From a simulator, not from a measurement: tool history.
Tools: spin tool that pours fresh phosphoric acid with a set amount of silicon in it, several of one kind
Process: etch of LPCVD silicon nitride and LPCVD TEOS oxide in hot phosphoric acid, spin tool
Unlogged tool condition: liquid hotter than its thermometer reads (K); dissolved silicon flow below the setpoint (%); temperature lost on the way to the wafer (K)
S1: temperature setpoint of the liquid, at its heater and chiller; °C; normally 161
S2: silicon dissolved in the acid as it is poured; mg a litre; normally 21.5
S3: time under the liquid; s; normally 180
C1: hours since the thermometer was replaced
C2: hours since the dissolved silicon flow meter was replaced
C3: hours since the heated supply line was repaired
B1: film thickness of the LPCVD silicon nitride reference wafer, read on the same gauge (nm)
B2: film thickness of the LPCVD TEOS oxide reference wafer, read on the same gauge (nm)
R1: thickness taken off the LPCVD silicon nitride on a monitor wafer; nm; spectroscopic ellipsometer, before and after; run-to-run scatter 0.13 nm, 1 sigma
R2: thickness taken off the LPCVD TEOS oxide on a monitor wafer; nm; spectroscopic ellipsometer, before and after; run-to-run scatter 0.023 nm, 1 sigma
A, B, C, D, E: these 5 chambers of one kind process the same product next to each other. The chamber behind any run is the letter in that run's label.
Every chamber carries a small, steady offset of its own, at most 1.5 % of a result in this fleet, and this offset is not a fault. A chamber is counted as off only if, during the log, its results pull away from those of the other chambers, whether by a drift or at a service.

{"run": "1B", "hour": 5.1, "S1": 161, "S2": 21.5, "S3": 180, "C1": 583.7, "C2": 863, "C3": 223.5, "B1": 119.98, "B2": 89.994, "R1": 16.243, "R2": 0.27881}
{"run": "2E", "hour": 8.0, "S1": 161, "S2": 21.5, "S3": 180, "C1": 1808.9, "C2": 408.9, "C3": 2106.1, "B1": 119.97, "B2": 89.99, "R1": 16.754, "R2": 0.25929}
{"run": "3D", "hour": 10.7, "S1": 161, "S2": 21.5, "S3": 180, "C1": 1324.6, "C2": 997, "C3": 95.5, "B1": 120.01, "B2": 89.992, "R1": 16.381, "R2": 0.26175}
{"run": "4C", "hour": 14.7, "S1": 161, "S2": 21.5, "S3": 180, "C1": 177.7, "C2": 956.2, "C3": 1669, "B1": 119.98, "B2": 89.978, "R1": 16.014, "R2": 0.27721}
{"run": "5A", "hour": 18.1, "S1": 161, "S2": 21.5, "S3": 180, "C1": 807.2, "C2": 221.2, "C3": 642.1, "B1": 119.98, "B2": 90.011, "R1": 16.295, "R2": 0.28806}
{"run": "6E", "hour": 22.6, "S1": 161, "S2": 12.5, "S3": 225, "C1": 1823.5, "C2": 423.5, "C3": 2120.7, "B1": 120.02, "B2": 89.99, "R1": 20.704, "R2": 0.49559}
{"run": "7A", "hour": 26.1, "S1": 161, "S2": 12.5, "S3": 225, "C1": 815.2, "C2": 229.2, "C3": 650.1, "B1": 120.03, "B2": 89.984, "R1": 20.462, "R2": 0.46501}
{"run": "8B", "hour": 30.8, "S1": 161, "S2": 12.5, "S3": 225, "C1": 609.4, "C2": 888.7, "C3": 249.2, "B1": 120.06, "B2": 89.989, "R1": 20.562, "R2": 0.46806}
{"run": "9D", "hour": 36.4, "S1": 161, "S2": 12.5, "S3": 225, "C1": 1350.3, "C2": 1022.7, "C3": 121.2, "B1": 120.03, "B2": 89.976, "R1": 20.226, "R2": 0.44203}
{"run": "10C", "hour": 41.4, "S1": 161, "S2": 12.5, "S3": 225, "C1": 204.4, "C2": 982.9, "C3": 1695.7, "B1": 120.02, "B2": 89.996, "R1": 20.086, "R2": 0.44785}
{"run": "11B", "hour": 46.7, "S1": 161, "S2": 21.5, "S3": 180, "C1": 625.3, "C2": 904.6, "C3": 265.1, "B1": 120.05, "B2": 89.999, "R1": 16.251, "R2": 0.2377}
{"run": "12D", "hour": 52.2, "S1": 161, "S2": 21.5, "S3": 180, "C1": 1366.1, "C2": 1038.5, "C3": 137, "B1": 120.03, "B2": 90, "R1": 16.372, "R2": 0.24443}
{"run": "13A", "hour": 57.0, "S1": 161, "S2": 21.5, "S3": 180, "C1": 846.1, "C2": 260.1, "C3": 681, "B1": 120, "B2": 90.04, "R1": 16.507, "R2": 0.28834}
{"run": "14C", "hour": 62.6, "S1": 161, "S2": 21.5, "S3": 180, "C1": 225.6, "C2": 1004.1, "C3": 1716.9, "B1": 119.99, "B2": 89.979, "R1": 16.088, "R2": 0.29254}
{"run": "15E", "hour": 66.7, "S1": 161, "S2": 21.5, "S3": 180, "C1": 1867.6, "C2": 467.6, "C3": 2164.8, "B1": 120.03, "B2": 90.035, "R1": 16.273, "R2": 0.25521}
{"run": "16A", "hour": 69.7, "S1": 161, "S2": 21.5, "S3": 180, "C1": 858.8, "C2": 272.8, "C3": 693.7, "B1": 120.03, "B2": 90.005, "R1": 16.432, "R2": 0.29579}
{"run": "17E", "hour": 74.3, "S1": 161, "S2": 21.5, "S3": 180, "C1": 1875.2, "C2": 475.2, "C3": 2172.4, "B1": 120, "B2": 89.967, "R1": 16.065, "R2": 0.27901}
{"run": "18C", "hour": 78.9, "S1": 161, "S2": 21.5, "S3": 180, "C1": 241.9, "C2": 1020.4, "C3": 1733.2, "B1": 120.02, "B2": 90.033, "R1": 16.07, "R2": 0.26374}
{"run": "19D", "hour": 82.2, "S1": 161, "S2": 21.5, "S3": 180, "C1": 1396.1, "C2": 1068.5, "C3": 167, "B1": 120.04, "B2": 90.042, "R1": 16.374, "R2": 0.32896}
{"run": "20B", "hour": 87.2, "S1": 162.5, "S2": 21.5, "S3": 180, "C1": 665.8, "C2": 945.1, "C3": 305.6, "B1": 119.99, "B2": 90.025, "R1": 17.317, "R2": 0.33844}
{"run": "21E", "hour": 90.3, "S1": 162.5, "S2": 21.5, "S3": 180, "C1": 1891.2, "C2": 491.2, "C3": 2188.4, "B1": 119.98, "B2": 90.018, "R1": 16.786, "R2": 0.27983}
{"run": "22B", "hour": 94.9, "S1": 162.5, "S2": 21.5, "S3": 180, "C1": 673.5, "C2": 952.8, "C3": 313.3, "B1": 119.97, "B2": 89.987, "R1": 16.988, "R2": 0.31629}
{"run": "23C", "hour": 100.0, "S1": 162.5, "S2": 21.5, "S3": 180, "C1": 263, "C2": 1041.5, "C3": 1754.3, "B1": 119.98, "B2": 89.995, "R1": 16.843, "R2": 0.29822}
{"run": "24D", "hour": 104.2, "S1": 162.5, "S2": 21.5, "S3": 180, "C1": 1418.1, "C2": 1090.5, "C3": 189, "B1": 119.99, "B2": 89.999, "R1": 17.135, "R2": 0.33263}
{"run": "25A", "hour": 109.3, "S1": 161, "S2": 21.5, "S3": 180, "C1": 898.4, "C2": 312.4, "C3": 733.3, "B1": 120.03, "B2": 90.022, "R1": 16.263, "R2": 0.28394}
{"run": "26D", "hour": 113.7, "S1": 161, "S2": 21.5, "S3": 180, "C1": 1427.6, "C2": 1100, "C3": 198.5, "B1": 119.98, "B2": 90.018, "R1": 16.273, "R2": 0.28474}
{"run": "27C", "hour": 118.7, "S1": 161, "S2": 21.5, "S3": 180, "C1": 281.7, "C2": 1060.2, "C3": 1773, "B1": 119.99, "B2": 90.003, "R1": 16.012, "R2": 0.28186}
{"run": "28E", "hour": 123.4, "S1": 161, "S2": 21.5, "S3": 180, "C1": 1924.3, "C2": 524.3, "C3": 2221.5, "B1": 119.99, "B2": 90.018, "R1": 15.413, "R2": 0.28933}
{"run": "29A", "hour": 126.7, "S1": 161, "S2": 21.5, "S3": 140, "C1": 915.8, "C2": 329.8, "C3": 750.7, "B1": 119.97, "B2": 90.023, "R1": 12.825, "R2": 0.23857}
{"run": "30B", "hour": 129.4, "S1": 161, "S2": 21.5, "S3": 140, "C1": 708, "C2": 987.3, "C3": 347.8, "B1": 120.02, "B2": 89.999, "R1": 12.732, "R2": 0.18717}
{"run": "31B", "hour": 134.5, "S1": 161, "S2": 21.5, "S3": 140, "C1": 713.1, "C2": 992.4, "C3": 352.9, "B1": 120.02, "B2": 90.021, "R1": 12.758, "R2": 0.19471}
{"run": "32E", "hour": 139.9, "S1": 161, "S2": 21.5, "S3": 140, "C1": 1940.8, "C2": 540.8, "C3": 2238, "B1": 119.93, "B2": 89.995, "R1": 11.969, "R2": 0.18551}
{"run": "33D", "hour": 143.1, "S1": 161, "S2": 21.5, "S3": 140, "C1": 1457, "C2": 1129.4, "C3": 227.9, "B1": 120.05, "B2": 89.982, "R1": 12.722, "R2": 0.21398}
{"run": "34C", "hour": 148.2, "S1": 161, "S2": 21.5, "S3": 180, "C1": 311.2, "C2": 1089.7, "C3": 1802.5, "B1": 120.01, "B2": 90.026, "R1": 15.951, "R2": 0.25191}
{"run": "35A", "hour": 151.5, "S1": 161, "S2": 14, "S3": 180, "C1": 940.6, "C2": 354.6, "C3": 775.5, "B1": 120, "B2": 89.981, "R1": 16.211, "R2": 0.37871}

Read the log: is a single chamber off, either drifting away or since a service, is the gauge that measures every chamber drifting, or is nothing wrong beyond small per-chamber offsets? Name any odd chamber and what most likely caused it.

Little by little, chamber E moves away from the other chambers.
Likeliest cause: temperature lost on the way to the wafer (K) = 2.75.
It could be hard to tell apart here from: liquid colder than its thermometer reads (K).

Chamber E could run next with any of the 4 candidate recipes listed below; each alters the usual settings, and their results appear as question marks. Which one brings its results back in line with what the other chambers deliver on the usual settings?
In line means no further than this from the other chambers' mean on the usual settings: R1 0.44 nm; R2 0.079 nm
{"run": "36E-1", "hour": 155.5, "S1": 161, "S2": 25, "S3": 165, "R1": "?", "R2": "?"}
{"run": "36E-2", "hour": 155.5, "S1": 161, "S2": 18, "S3": 195, "R1": "?", "R2": "?"}
{"run": "36E-3", "hour": 155.5, "S1": 160.5, "S2": 27.5, "S3": 160, "R1": "?", "R2": "?"}
{"run": "36E-4", "hour": 155.5, "S1": 161.5, "S2": 15.5, "S3": 200, "R1": "?", "R2": "?"}

On the usual settings, the other chambers give on average: R1 16.277 nm; R2 0.27538 nm
run=36E-1 R1=13.788 R2=0.17655
run=36E-2 R1=16.295 R2=0.25734
run=36E-3 R1=13.141 R2=0.15161
run=36E-4 R1=17.004 R2=0.29196
Change 36E-2 lands the chamber within the allowed miss of the other chambers.
